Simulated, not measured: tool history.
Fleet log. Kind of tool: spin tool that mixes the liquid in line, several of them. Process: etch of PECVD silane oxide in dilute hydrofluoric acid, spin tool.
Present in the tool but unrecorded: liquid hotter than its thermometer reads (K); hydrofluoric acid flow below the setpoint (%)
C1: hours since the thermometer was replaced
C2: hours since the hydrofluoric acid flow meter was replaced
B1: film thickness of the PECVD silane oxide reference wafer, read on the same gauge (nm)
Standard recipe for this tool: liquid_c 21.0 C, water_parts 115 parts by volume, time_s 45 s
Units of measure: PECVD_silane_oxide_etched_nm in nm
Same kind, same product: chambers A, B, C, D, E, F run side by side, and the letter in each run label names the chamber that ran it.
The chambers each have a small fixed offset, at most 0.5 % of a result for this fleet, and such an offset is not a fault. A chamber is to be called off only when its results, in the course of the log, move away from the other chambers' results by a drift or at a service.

{"run": "1F", "hour": 6.8, "liquid_c": 21.0, "water_parts": 115, "time_s": 45, "C1": 204.8, "C2": 1623.7, "B1": 70.018, "PECVD_silane_oxide_etched_nm": 5.4631}
{"run": "2B", "hour": 13.7, "liquid_c": 21.0, "water_parts": 115, "time_s": 45, "C1": 111.7, "C2": 598.8, "B1": 70.013, "PECVD_silane_oxide_etched_nm": 5.4974}
{"run": "3E", "hour": 26.5, "liquid_c": 21.0, "water_parts": 115, "time_s": 45, "C1": 987.6, "C2": 961.5, "B1": 69.963, "PECVD_silane_oxide_etched_nm": 5.4343}
{"run": "4C", "hour": 39.0, "liquid_c": 21.0, "water_parts": 115, "time_s": 45, "C1": 898.2, "C2": 1303.5, "B1": 69.953, "PECVD_silane_oxide_etched_nm": 5.5344}
{"run": "5A", "hour": 51.4, "liquid_c": 21.0, "water_parts": 85, "time_s": 45, "C1": 1006.0, "C2": 354.0, "B1": 70.012, "PECVD_silane_oxide_etched_nm": 7.6647}
{"run": "6D", "hour": 61.1, "liquid_c": 21.0, "water_parts": 85, "time_s": 45, "C1": 427.9, "C2": 719.9, "B1": 69.978, "PECVD_silane_oxide_etched_nm": 7.7042}
{"run": "7F", "hour": 73.9, "liquid_c": 21.0, "water_parts": 85, "time_s": 45, "C1": 271.9, "C2": 1690.8, "B1": 70.006, "PECVD_silane_oxide_etched_nm": 7.6423}
{"run": "8E", "hour": 84.3, "liquid_c": 21.0, "water_parts": 85, "time_s": 45, "C1": 1045.4, "C2": 1019.3, "B1": 69.995, "PECVD_silane_oxide_etched_nm": 7.6168}
{"hour": 89.9, "done": "chamber C: thermometer replaced"}
{"run": "9A", "hour": 94.6, "liquid_c": 21.0, "water_parts": 85, "time_s": 45, "C1": 1049.2, "C2": 397.2, "B1": 70.022, "PECVD_silane_oxide_etched_nm": 7.7641}
{"run": "10D", "hour": 105.1, "liquid_c": 21.0, "water_parts": 85, "time_s": 45, "C1": 471.9, "C2": 763.9, "B1": 69.952, "PECVD_silane_oxide_etched_nm": 7.6797}
{"run": "11C", "hour": 114.0, "liquid_c": 21.0, "water_parts": 115, "time_s": 45, "C1": 24.1, "C2": 1378.5, "B1": 70.015, "PECVD_silane_oxide_etched_nm": 5.4983}
{"run": "12B", "hour": 127.1, "liquid_c": 21.0, "water_parts": 115, "time_s": 45, "C1": 225.1, "C2": 712.2, "B1": 69.987, "PECVD_silane_oxide_etched_nm": 5.4598}
{"hour": 138.7, "done": "chamber E: thermometer replaced"}
{"run": "13F", "hour": 139.5, "liquid_c": 21.0, "water_parts": 115, "time_s": 45, "C1": 337.5, "C2": 1756.4, "B1": 69.996, "PECVD_silane_oxide_etched_nm": 5.4487}
{"run": "14A", "hour": 148.0, "liquid_c": 21.0, "water_parts": 115, "time_s": 45, "C1": 1102.6, "C2": 450.6, "B1": 69.988, "PECVD_silane_oxide_etched_nm": 5.4935}
{"run": "15D", "hour": 159.0, "liquid_c": 21.0, "water_parts": 115, "time_s": 45, "C1": 525.8, "C2": 817.8, "B1": 70.019, "PECVD_silane_oxide_etched_nm": 5.4369}
{"run": "16C", "hour": 171.7, "liquid_c": 21.0, "water_parts": 115, "time_s": 45, "C1": 81.8, "C2": 1436.2, "B1": 69.985, "PECVD_silane_oxide_etched_nm": 5.4603}
{"run": "17E", "hour": 181.0, "liquid_c": 21.0, "water_parts": 115, "time_s": 45, "C1": 42.4, "C2": 1116.0, "B1": 69.973, "PECVD_silane_oxide_etched_nm": 5.4876}
{"run": "18B", "hour": 189.3, "liquid_c": 21.0, "water_parts": 115, "time_s": 45, "C1": 287.3, "C2": 774.4, "B1": 69.986, "PECVD_silane_oxide_etched_nm": 5.4801}
{"hour": 190.1, "done": "chamber B: hydrofluoric acid flow meter replaced"}
{"run": "19E", "hour": 202.6, "liquid_c": 21.0, "water_parts": 115, "time_s": 45, "C1": 64.0, "C2": 1137.6, "B1": 70.018, "PECVD_silane_oxide_etched_nm": 5.4837}
{"run": "20A", "hour": 216.4, "liquid_c": 21.0, "water_parts": 115, "time_s": 45, "C1": 1171.0, "C2": 519.0, "B1": 70.004, "PECVD_silane_oxide_etched_nm": 5.4869}
{"run": "21F", "hour": 229.1, "liquid_c": 21.0, "water_parts": 115, "time_s": 45, "C1": 427.1, "C2": 1846.0, "B1": 69.971, "PECVD_silane_oxide_etched_nm": 5.479}
{"run": "22D", "hour": 242.6, "liquid_c": 21.0, "water_parts": 115, "time_s": 45, "C1": 609.4, "C2": 901.4, "B1": 70.022, "PECVD_silane_oxide_etched_nm": 5.5061}
{"run": "23C", "hour": 255.3, "liquid_c": 21.0, "water_parts": 115, "time_s": 45, "C1": 165.4, "C2": 1519.8, "B1": 69.98, "PECVD_silane_oxide_etched_nm": 5.4327}
{"run": "24B", "hour": 264.8, "liquid_c": 21.0, "water_parts": 115, "time_s": 45, "C1": 362.8, "C2": 74.8, "B1": 69.996, "PECVD_silane_oxide_etched_nm": 5.5022}
{"run": "25E", "hour": 274.3, "liquid_c": 21.0, "water_parts": 115, "time_s": 45, "C1": 135.7, "C2": 1209.3, "B1": 70.036, "PECVD_silane_oxide_etched_nm": 5.4497}
{"hour": 278.9, "done": "chamber A: hydrofluoric acid flow meter replaced"}
{"run": "26C", "hour": 283.2, "liquid_c": 21.0, "water_parts": 115, "time_s": 45, "C1": 193.3, "C2": 1547.7, "B1": 70.019, "PECVD_silane_oxide_etched_nm": 5.5313}
{"run": "27B", "hour": 294.2, "liquid_c": 21.0, "water_parts": 115, "time_s": 45, "C1": 392.2, "C2": 104.2, "B1": 69.978, "PECVD_silane_oxide_etched_nm": 5.4845}
{"run": "28D", "hour": 300.8, "liquid_c": 23.0, "water_parts": 115, "time_s": 60, "C1": 667.6, "C2": 959.6, "B1": 70.014, "PECVD_silane_oxide_etched_nm": 7.9755}
{"run": "29A", "hour": 311.3, "liquid_c": 23.0, "water_parts": 115, "time_s": 60, "C1": 1265.9, "C2": 32.4, "B1": 70.006, "PECVD_silane_oxide_etched_nm": 7.9133}
{"run": "30F", "hour": 324.6, "liquid_c": 23.0, "water_parts": 115, "time_s": 60, "C1": 522.6, "C2": 1941.5, "B1": 69.967, "PECVD_silane_oxide_etched_nm": 7.8514}
{"run": "31B", "hour": 336.9, "liquid_c": 23.0, "water_parts": 115, "time_s": 60, "C1": 434.9, "C2": 146.9, "B1": 69.944, "PECVD_silane_oxide_etched_nm": 7.8941}
{"hour": 338.6, "done": "chamber F: hydrofluoric acid flow meter replaced"}
{"run": "32A", "hour": 344.6, "liquid_c": 23.0, "water_parts": 115, "time_s": 60, "C1": 1299.2, "C2": 65.7, "B1": 69.961, "PECVD_silane_oxide_etched_nm": 7.9326}
{"run": "33E", "hour": 352.2, "liquid_c": 23.0, "water_parts": 115, "time_s": 60, "C1": 213.6, "C2": 1287.2, "B1": 70.043, "PECVD_silane_oxide_etched_nm": 7.8701}
{"run": "34F", "hour": 362.7, "liquid_c": 23.5, "water_parts": 115, "time_s": 60, "C1": 560.7, "C2": 24.1, "B1": 70.017, "PECVD_silane_oxide_etched_nm": 8.0332}
{"run": "35D", "hour": 370.8, "liquid_c": 23.5, "water_parts": 115, "time_s": 60, "C1": 737.6, "C2": 1029.6, "B1": 69.984, "PECVD_silane_oxide_etched_nm": 8.1234}
{"hour": 379.2, "done": "chamber B: thermometer replaced"}
{"run": "36C", "hour": 379.6, "liquid_c": 23.5, "water_parts": 115, "time_s": 60, "C1": 289.7, "C2": 1644.1, "B1": 70.041, "PECVD_silane_oxide_etched_nm": 8.1215}
{"run": "37E", "hour": 394.5, "liquid_c": 23.5, "water_parts": 115, "time_s": 60, "C1": 255.9, "C2": 1329.5, "B1": 69.968, "PECVD_silane_oxide_etched_nm": 8.0645}
{"run": "38F", "hour": 401.6, "liquid_c": 23.5, "water_parts": 115, "time_s": 60, "C1": 599.6, "C2": 63.0, "B1": 70.017, "PECVD_silane_oxide_etched_nm": 8.0198}
{"run": "39A", "hour": 413.8, "liquid_c": 23.5, "water_parts": 115, "time_s": 60, "C1": 1368.4, "C2": 134.9, "B1": 69.989, "PECVD_silane_oxide_etched_nm": 8.0997}
{"run": "40D", "hour": 420.6, "liquid_c": 21.0, "water_parts": 115, "time_s": 45, "C1": 787.4, "C2": 1079.4, "B1": 69.965, "PECVD_silane_oxide_etched_nm": 5.5154}
{"run": "41B", "hour": 434.3, "liquid_c": 21.0, "water_parts": 115, "time_s": 45, "C1": 55.1, "C2": 244.3, "B1": 69.98, "PECVD_silane_oxide_etched_nm": 5.583}
{"run": "42C", "hour": 445.1, "liquid_c": 21.0, "water_parts": 115, "time_s": 45, "C1": 355.2, "C2": 1709.6, "B1": 69.996, "PECVD_silane_oxide_etched_nm": 5.4929}
{"run": "43B", "hour": 457.2, "liquid_c": 21.0, "water_parts": 115, "time_s": 45, "C1": 78.0, "C2": 267.2, "B1": 70.003, "PECVD_silane_oxide_etched_nm": 5.497}

For the next run the whole fleet of 6 chambers uses the same settings. Give each chamber's results:
{"run": "44A", "hour": 468.1, "liquid_c": 21.0, "water_parts": 115, "time_s": 45, "PECVD_silane_oxide_etched_nm": "?"}
{"run": "44B", "hour": 468.1, "liquid_c": 21.0, "water_parts": 115, "time_s": 45, "PECVD_silane_oxide_etched_nm": "?"}
{"run": "44C", "hour": 468.1, "liquid_c": 21.0, "water_parts": 115, "time_s": 45, "PECVD_silane_oxide_etched_nm": "?"}
{"run": "44D", "hour": 468.1, "liquid_c": 21.0, "water_parts": 115, "time_s": 45, "PECVD_silane_oxide_etched_nm": "?"}
{"run": "44E", "hour": 468.1, "liquid_c": 21.0, "water_parts": 115, "time_s": 45, "PECVD_silane_oxide_etched_nm": "?"}
{"run": "44F", "hour": 468.1, "liquid_c": 21.0, "water_parts": 115, "time_s": 45, "PECVD_silane_oxide_etched_nm": "?"}

run=44A PECVD_silane_oxide_etched_nm=5.4588
run=44B PECVD_silane_oxide_etched_nm=5.5034
run=44C PECVD_silane_oxide_etched_nm=5.5088
run=44D PECVD_silane_oxide_etched_nm=5.5189
run=44E PECVD_silane_oxide_etched_nm=5.4827
run=44F PECVD_silane_oxide_etched_nm=5.4770
